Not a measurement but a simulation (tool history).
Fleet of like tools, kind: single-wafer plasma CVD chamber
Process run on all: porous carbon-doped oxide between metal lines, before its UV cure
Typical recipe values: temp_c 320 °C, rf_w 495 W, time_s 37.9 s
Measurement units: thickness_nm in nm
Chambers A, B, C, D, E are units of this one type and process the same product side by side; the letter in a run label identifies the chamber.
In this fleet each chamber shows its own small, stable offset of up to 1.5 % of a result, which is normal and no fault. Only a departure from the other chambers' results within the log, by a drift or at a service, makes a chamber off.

run	hour	temp_c	rf_w	time_s	read-back reference wafer on the same gauge, thickness_nm	thickness_nm
1E	6.3	320	495	37.9	149.95	182.76
2D	16.3	320	495	37.9	149.95	183.11
3A	26.9	320	495	37.9	149.82	178.83
4C	35.2	320	495	37.9	150.00	180.85
5B	48.3	320	495	37.9	149.95	179.36
6E	56.1	320	495	37.9	150.19	182.30
7C	65.5	310	495	37.9	149.93	190.13
8D	72.4	310	495	37.9	149.97	194.07
9B	79.4	310	495	37.9	150.10	189.65
10A	93.1	310	495	37.9	150.03	188.42
11D	99.4	310	495	37.9	150.11	193.31
12B	106.0	320	495	37.9	150.22	180.34
13E	113.3	320	495	37.9	149.94	181.21
14A	123.8	320	495	37.9	149.69	178.70
# hour 130.7: chamber C: thermocouple changed; heater temperature recalibrated
15C	133.9	320	550	37.9	149.80	193.62
16A	142.1	320	550	37.9	149.86	191.93
17B	150.3	320	550	37.9	149.81	191.93
18E	158.0	320	550	37.9	149.96	193.69
19C	165.7	320	550	37.9	150.04	193.31
20D	177.6	320	495	37.9	149.93	182.36
21D	190.6	320	495	37.9	149.92	183.77
22E	200.0	327	495	35.5	150.08	164.09
23B	210.5	327	495	35.5	150.00	163.80
24A	219.9	327	495	35.5	149.82	160.79
25C	232.1	327	495	35.5	150.36	164.22
26D	244.2	327	495	35.5	150.19	164.42
27A	250.2	320	495	37.9	149.87	178.10
# hour 258.8: chamber E: RF generator calibrated
28E	260.8	320	495	37.9	150.16	182.19
29B	273.2	320	495	37.9	150.26	180.09
30C	279.6	320	495	37.9	150.09	179.33
# hour 281.3: chamber A: RF generator calibrated
31D	288.9	320	495	37.9	149.90	183.41
32C	301.2	320	495	37.9	150.14	180.92
33A	312.7	320	495	37.9	150.00	179.25
34E	322.2	320	410	32.0	150.09	134.44
35B	330.4	320	410	32.0	150.18	133.70
36B	343.4	320	410	32.0	150.05	131.84
37E	350.5	320	410	32.0	150.11	135.73
38C	363.3	320	410	32.0	149.99	134.62
39A	372.6	320	495	37.9	149.80	177.86
40D	386.2	314	495	37.9	150.08	189.28
41E	398.8	314	495	37.9	150.13	190.02
42D	409.5	314	495	37.9	150.05	189.50

Next, every chamber runs the same settings. What will each give?
43A	419.4	320	495	37.9		?
43B	419.4	320	495	37.9		?
43C	419.4	320	495	37.9		?
43D	419.4	320	495	37.9		?
43E	419.4	320	495	37.9		?

run	thickness_nm
43A	178.83
43B	180.38
43C	182.56
43D	182.93
43E	181.38
